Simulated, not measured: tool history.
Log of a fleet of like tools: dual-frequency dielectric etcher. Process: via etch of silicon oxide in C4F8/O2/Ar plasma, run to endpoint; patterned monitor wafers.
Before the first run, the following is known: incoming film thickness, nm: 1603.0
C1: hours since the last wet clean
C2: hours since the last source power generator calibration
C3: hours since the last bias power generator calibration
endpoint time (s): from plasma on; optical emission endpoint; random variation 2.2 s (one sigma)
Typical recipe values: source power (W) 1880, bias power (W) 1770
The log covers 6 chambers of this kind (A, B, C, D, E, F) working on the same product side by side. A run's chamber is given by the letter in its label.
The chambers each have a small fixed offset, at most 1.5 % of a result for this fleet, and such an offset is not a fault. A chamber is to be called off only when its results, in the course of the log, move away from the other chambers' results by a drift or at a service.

{"run": "1A", "hour": 8.6, "source power (W)": 1880, "bias power (W)": 1770, "C1": 165.1, "C2": 4158.5, "C3": 532.2, "endpoint time (s)": 335.89}
{"run": "2B", "hour": 16.9, "source power (W)": 1880, "bias power (W)": 1770, "C1": 109.3, "C2": 1821.3, "C3": 3554.6, "endpoint time (s)": 331.29}
{"hour": 23.1, "done": "chamber D: wet clean of the chamber"}
{"run": "3C", "hour": 23.5, "source power (W)": 1880, "bias power (W)": 1770, "C1": 335.9, "C2": 727.9, "C3": 839.6, "endpoint time (s)": 338.5}
{"run": "4F", "hour": 32.3, "source power (W)": 1880, "bias power (W)": 1770, "C1": 259.5, "C2": 1675.8, "C3": 1945.2, "endpoint time (s)": 341.36}
{"run": "5D", "hour": 40.1, "source power (W)": 1880, "bias power (W)": 1770, "C1": 17.1, "C2": 156.6, "C3": 1551.6, "endpoint time (s)": 334.11}
{"run": "6E", "hour": 44.4, "source power (W)": 1880, "bias power (W)": 1770, "C1": 107.1, "C2": 857.8, "C3": 482.7, "endpoint time (s)": 335.62}
{"run": "7C", "hour": 50.4, "source power (W)": 1880, "bias power (W)": 2064, "C1": 362.8, "C2": 754.8, "C3": 866.5, "endpoint time (s)": 322.04}
{"run": "8E", "hour": 59.1, "source power (W)": 1880, "bias power (W)": 2064, "C1": 121.8, "C2": 872.5, "C3": 497.4, "endpoint time (s)": 322.95}
{"run": "9F", "hour": 68.2, "source power (W)": 1880, "bias power (W)": 2064, "C1": 295.4, "C2": 1711.7, "C3": 1981.1, "endpoint time (s)": 323.19}
{"run": "10B", "hour": 74.4, "source power (W)": 1880, "bias power (W)": 2064, "C1": 166.8, "C2": 1878.8, "C3": 3612.1, "endpoint time (s)": 319.15}
{"run": "11A", "hour": 82.3, "source power (W)": 1880, "bias power (W)": 2064, "C1": 238.8, "C2": 4232.2, "C3": 605.9, "endpoint time (s)": 324.06}
{"run": "12D", "hour": 88.2, "source power (W)": 1880, "bias power (W)": 2064, "C1": 65.2, "C2": 204.7, "C3": 1599.7, "endpoint time (s)": 316.2}
{"run": "13F", "hour": 98.0, "source power (W)": 1880, "bias power (W)": 1770, "C1": 325.2, "C2": 1741.5, "C3": 2010.9, "endpoint time (s)": 341.95}
{"run": "14D", "hour": 104.3, "source power (W)": 1880, "bias power (W)": 1770, "C1": 81.3, "C2": 220.8, "C3": 1615.8, "endpoint time (s)": 331.39}
{"hour": 106.0, "done": "chamber C: wet clean of the chamber"}
{"run": "15E", "hour": 111.2, "source power (W)": 1880, "bias power (W)": 1770, "C1": 173.9, "C2": 924.6, "C3": 549.5, "endpoint time (s)": 338.1}
{"run": "16A", "hour": 120.7, "source power (W)": 1880, "bias power (W)": 1770, "C1": 277.2, "C2": 4270.6, "C3": 644.3, "endpoint time (s)": 334.76}
{"run": "17B", "hour": 127.4, "source power (W)": 1880, "bias power (W)": 1770, "C1": 219.8, "C2": 1931.8, "C3": 3665.1, "endpoint time (s)": 336.89}
{"run": "18C", "hour": 136.5, "source power (W)": 1880, "bias power (W)": 1770, "C1": 30.6, "C2": 840.9, "C3": 952.6, "endpoint time (s)": 336.65}
{"run": "19A", "hour": 146.2, "source power (W)": 1880, "bias power (W)": 1770, "C1": 302.7, "C2": 4296.1, "C3": 669.8, "endpoint time (s)": 338.62}
{"run": "20C", "hour": 153.5, "source power (W)": 1880, "bias power (W)": 1770, "C1": 47.6, "C2": 857.9, "C3": 969.6, "endpoint time (s)": 336.26}
{"run": "21B", "hour": 159.1, "source power (W)": 1880, "bias power (W)": 1770, "C1": 251.5, "C2": 1963.5, "C3": 3696.8, "endpoint time (s)": 333.4}
{"run": "22D", "hour": 168.3, "source power (W)": 1880, "bias power (W)": 1770, "C1": 145.3, "C2": 284.8, "C3": 1679.8, "endpoint time (s)": 331.75}
{"hour": 171.1, "done": "chamber F: wet clean of the chamber"}
{"run": "23F", "hour": 176.9, "source power (W)": 1880, "bias power (W)": 1770, "C1": 5.9, "C2": 1820.4, "C3": 2089.8, "endpoint time (s)": 335.17}
{"run": "24E", "hour": 182.2, "source power (W)": 1880, "bias power (W)": 1770, "C1": 244.9, "C2": 995.6, "C3": 620.5, "endpoint time (s)": 332.14}
{"run": "25E", "hour": 189.2, "source power (W)": 1880, "bias power (W)": 1770, "C1": 251.9, "C2": 1002.6, "C3": 627.5, "endpoint time (s)": 338.98}
{"run": "26A", "hour": 195.3, "source power (W)": 1880, "bias power (W)": 1770, "C1": 351.8, "C2": 4345.2, "C3": 718.9, "endpoint time (s)": 336.72}
{"run": "27F", "hour": 199.7, "source power (W)": 1880, "bias power (W)": 1770, "C1": 28.7, "C2": 1843.2, "C3": 2112.6, "endpoint time (s)": 339.64}
{"run": "28B", "hour": 206.1, "source power (W)": 1880, "bias power (W)": 1770, "C1": 298.5, "C2": 2010.5, "C3": 3743.8, "endpoint time (s)": 329.87}
{"run": "29C", "hour": 211.2, "source power (W)": 1880, "bias power (W)": 1770, "C1": 105.3, "C2": 915.6, "C3": 1027.3, "endpoint time (s)": 339.82}
{"run": "30D", "hour": 216.9, "source power (W)": 1880, "bias power (W)": 1770, "C1": 193.9, "C2": 333.4, "C3": 1728.4, "endpoint time (s)": 332.86}
{"run": "31E", "hour": 222.6, "source power (W)": 1880, "bias power (W)": 1770, "C1": 285.3, "C2": 1036.0, "C3": 660.9, "endpoint time (s)": 333.87}
{"run": "32C", "hour": 229.1, "source power (W)": 1880, "bias power (W)": 1770, "C1": 123.2, "C2": 933.5, "C3": 1045.2, "endpoint time (s)": 339.38}
{"run": "33A", "hour": 236.9, "source power (W)": 1880, "bias power (W)": 1770, "C1": 393.4, "C2": 4386.8, "C3": 760.5, "endpoint time (s)": 330.36}
{"hour": 237.2, "done": "chamber B: bias power generator calibrated"}
{"hour": 240.0, "done": "chamber B: wet clean of the chamber"}
{"run": "34D", "hour": 241.6, "source power (W)": 1880, "bias power (W)": 1770, "C1": 218.6, "C2": 358.1, "C3": 1753.1, "endpoint time (s)": 330.94}
{"run": "35B", "hour": 246.5, "source power (W)": 1880, "bias power (W)": 1931, "C1": 6.6, "C2": 2050.9, "C3": 9.4, "endpoint time (s)": 327.14}
{"run": "36F", "hour": 254.0, "source power (W)": 1880, "bias power (W)": 1931, "C1": 83.0, "C2": 1897.5, "C3": 2166.9, "endpoint time (s)": 334.95}
{"run": "37B", "hour": 259.1, "source power (W)": 1880, "bias power (W)": 1931, "C1": 19.2, "C2": 2063.5, "C3": 22.0, "endpoint time (s)": 328.98}
{"run": "38C", "hour": 263.5, "source power (W)": 1880, "bias power (W)": 1931, "C1": 157.6, "C2": 967.9, "C3": 1079.6, "endpoint time (s)": 324.57}
{"run": "39A", "hour": 271.3, "source power (W)": 1880, "bias power (W)": 1931, "C1": 427.8, "C2": 4421.2, "C3": 794.9, "endpoint time (s)": 326.35}
{"run": "40D", "hour": 279.3, "source power (W)": 1880, "bias power (W)": 1931, "C1": 256.3, "C2": 395.8, "C3": 1790.8, "endpoint time (s)": 322.69}
{"run": "41E", "hour": 285.4, "source power (W)": 2190, "bias power (W)": 2032, "C1": 348.1, "C2": 1098.8, "C3": 723.7, "endpoint time (s)": 298.95}

Does one chamber stand apart from the rest, does the shared gauge drift, or is all well apart from small per-chamber offsets? Give the chamber and the most likely cause, where there is one.

The fleet is healthy, with each chamber sitting at its usual small offset and no drift in the gauge.

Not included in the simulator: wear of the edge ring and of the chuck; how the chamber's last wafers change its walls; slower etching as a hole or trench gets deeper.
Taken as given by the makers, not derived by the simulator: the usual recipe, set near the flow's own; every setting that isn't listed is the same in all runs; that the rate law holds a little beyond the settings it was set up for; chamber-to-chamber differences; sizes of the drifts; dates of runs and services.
